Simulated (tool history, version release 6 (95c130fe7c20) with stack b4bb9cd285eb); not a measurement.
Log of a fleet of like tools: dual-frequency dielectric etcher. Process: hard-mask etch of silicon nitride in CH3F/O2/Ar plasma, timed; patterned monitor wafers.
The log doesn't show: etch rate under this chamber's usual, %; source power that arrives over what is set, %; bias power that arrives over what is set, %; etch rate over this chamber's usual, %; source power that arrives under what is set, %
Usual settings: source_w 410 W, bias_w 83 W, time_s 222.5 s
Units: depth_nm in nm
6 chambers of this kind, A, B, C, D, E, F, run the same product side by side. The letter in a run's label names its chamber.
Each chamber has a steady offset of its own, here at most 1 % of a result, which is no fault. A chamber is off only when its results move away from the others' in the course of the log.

run	hour	source_w	bias_w	time_s	hours since the last wet clean	hours since the last source power generator calibration	hours since the last bias power generator calibration	read-back reference wafer on the same gauge, depth_nm	depth_nm
1E	6.9	410	83	222.5	275.3	701.2	1250.2	178.93	165.04
2A	14.7	410	83	222.5	292.7	2243.6	1265.0	178.91	164.51
3B	21.7	410	83	222.5	66.1	3908.4	942.1	179.01	164.56
# hour 23.4: chamber D: wet clean of the chamber
4C	30.0	410	83	222.5	448.2	1261.0	477.8	179.03	166.63
5F	36.4	410	83	222.5	613.6	65.2	816.6	178.94	166.10
6D	41.7	450	83	222.5	18.3	1146.5	1589.5	178.92	171.81
# hour 48.5: chamber F: wet clean of the chamber
7B	50.9	450	83	222.5	95.3	3937.6	971.3	178.96	170.02
8E	57.6	450	83	222.5	326.0	751.9	1300.9	179.00	170.77
9F	62.5	450	83	222.5	14.0	91.3	842.7	178.99	171.89
10D	70.7	450	83	222.5	47.3	1175.5	1618.5	179.07	172.11
11C	78.2	450	83	222.5	496.4	1309.2	526.0	178.97	172.31
12A	85.6	410	83	222.5	363.6	2314.5	1335.9	178.99	164.35
# hour 88.3: chamber C: wet clean of the chamber
13B	90.8	410	83	222.5	135.2	3977.5	1011.2	178.99	165.14
14A	97.1	410	83	222.5	375.1	2326.0	1347.4	179.05	164.66
15F	105.4	410	83	222.5	56.9	134.2	885.6	178.93	165.82
16D	112.2	410	83	222.5	88.8	1217.0	1660.0	179.04	165.79
17E	116.6	410	83	222.5	385.0	810.9	1359.9	179.06	165.18
18C	125.0	410	83	222.5	36.8	1356.0	572.8	178.95	166.60
19A	133.0	410	83	222.5	411.0	2361.9	1383.3	178.95	164.00
20F	138.8	340	83	222.5	90.3	167.6	919.0	178.94	154.69
21E	146.7	340	83	222.5	415.1	841.0	1390.0	179.00	153.65
22B	155.2	340	83	222.5	199.6	4041.9	1075.6	178.93	153.42
23D	161.2	340	83	222.5	137.8	1266.0	1709.0	178.94	153.93
24C	168.1	340	83	222.5	79.9	1399.1	615.9	179.00	154.88
25E	173.1	340	83	222.5	441.5	867.4	1416.4	179.05	152.98
26C	180.6	410	83	222.5	92.4	1411.6	628.4	179.09	167.11
27D	188.5	410	83	222.5	165.1	1293.3	1736.3	178.97	165.93
28B	193.1	410	83	222.5	237.5	4079.8	1113.5	179.10	164.48
29A	202.5	410	83	222.5	480.5	2431.4	1452.8	178.94	163.37
30F	211.9	410	83	222.5	163.4	240.7	992.1	178.97	165.51
31C	221.0	410	83	222.5	132.8	1452.0	668.8	179.12	166.61
32A	228.7	440	83	268.5	506.7	2457.6	1479.0	179.02	201.79
33D	236.7	440	83	268.5	213.3	1341.5	1784.5	179.04	206.27
# hour 239.4: chamber E: wet clean of the chamber
34B	245.1	440	83	268.5	289.5	4131.8	1165.5	178.96	203.51
35E	254.1	440	83	268.5	14.8	948.4	1497.4	178.92	205.39
36F	263.1	440	83	268.5	214.6	291.9	1043.3	178.98	205.57
37F	268.6	440	83	268.5	220.1	297.4	1048.8	178.92	205.09
38D	276.1	410	83	222.5	252.7	1380.9	1823.9	179.08	166.71

All 6 chambers run these settings next. Forecast each chamber's results:
39A	283.3	410	66	222.5					?
39B	283.3	410	66	222.5					?
39C	283.3	410	66	222.5					?
39D	283.3	410	66	222.5					?
39E	283.3	410	66	222.5					?
39F	283.3	410	66	222.5					?

run	depth_nm
39A	150.18
39B	151.58
39C	153.66
39D	153.01
39E	153.09
39F	152.85

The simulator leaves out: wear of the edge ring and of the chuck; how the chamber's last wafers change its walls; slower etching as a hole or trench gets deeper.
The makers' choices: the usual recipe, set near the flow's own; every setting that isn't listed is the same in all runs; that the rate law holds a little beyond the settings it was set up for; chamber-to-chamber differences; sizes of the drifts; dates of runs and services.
